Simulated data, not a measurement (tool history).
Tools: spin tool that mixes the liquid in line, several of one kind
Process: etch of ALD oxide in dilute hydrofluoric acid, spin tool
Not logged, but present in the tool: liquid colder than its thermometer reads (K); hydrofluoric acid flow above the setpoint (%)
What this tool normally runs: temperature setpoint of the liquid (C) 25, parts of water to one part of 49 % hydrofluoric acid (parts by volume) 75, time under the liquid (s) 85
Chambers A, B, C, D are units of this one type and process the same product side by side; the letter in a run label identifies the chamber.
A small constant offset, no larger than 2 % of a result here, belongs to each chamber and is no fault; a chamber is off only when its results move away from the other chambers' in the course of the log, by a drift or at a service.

run,hour,temperature setpoint of the liquid (C),parts of water to one part of 49 % hydrofluoric acid (parts by volume),time under the liquid (s),hours since the thermometer was replaced,hours since the hydrofluoric acid flow meter was replaced,"read-back film thickness of the ALD oxide reference wafer, read on the same gauge (nm)",thickness taken off the ALD oxide on a monitor wafer (Å)
1C,6.9,25,75,85,1192.4,41.7,119.97,156.05
2D,13.6,25,75,85,252.9,726.1,120,153.54
3B,23.7,25,75,85,1064.6,953,120,156.76
4A,33.1,25,75,85,336.1,148.3,120.02,159.56
# hour 39.1: chamber B: hydrofluoric acid flow meter replaced
5B,41.1,25,75,85,1082,2.1,120.02,156.13
6A,48.7,29,75,110,351.7,163.9,119.98,238.04
7C,56,29,75,110,1241.5,90.8,120.03,235.88
8D,65.6,29,75,110,304.9,778.1,120.04,234.27
9D,72.1,29,75,110,311.4,784.6,119.99,237.15
10C,80.4,25,75,85,1265.9,115.2,120.02,154.02
11A,87.1,25,75,85,390.1,202.3,120.04,157.01
12B,93,25,75,85,1133.9,54,120,156.25
13A,99.7,25,75,85,402.7,214.9,120.03,159.82
14D,107.1,25,110,85,346.4,819.6,120.03,103.01
15B,113.4,25,110,85,1154.3,74.4,119.99,103.18
16C,124.4,25,110,85,1309.9,159.2,120,102.36
17B,134.4,25,110,85,1175.3,95.4,119.98,101.86
18A,140.9,25,75,85,443.9,256.1,119.98,157.9
19D,152.1,25,75,85,391.4,864.6,120,155.9
20C,157.5,25,75,85,1343,192.3,119.98,155.89
21D,167.1,25,75,85,406.4,879.6,120.04,155.68
22B,177.9,25,75,85,1218.8,138.9,119.97,154.54
23A,184.7,25,75,85,487.7,299.9,120.06,159.83
24C,194.1,25,75,85,1379.6,228.9,119.98,154.75

All chambers now run identical settings, listed one chamber a line with results as question marks. What results will each chamber show?
25A,202.4,25,75,135,,,,?
25B,202.4,25,75,135,,,,?
25C,202.4,25,75,135,,,,?
25D,202.4,25,75,135,,,,?

run,thickness taken off the ALD oxide on a monitor wafer (Å)
25A,253.52
25B,246.65
25C,246.82
25D,244.68

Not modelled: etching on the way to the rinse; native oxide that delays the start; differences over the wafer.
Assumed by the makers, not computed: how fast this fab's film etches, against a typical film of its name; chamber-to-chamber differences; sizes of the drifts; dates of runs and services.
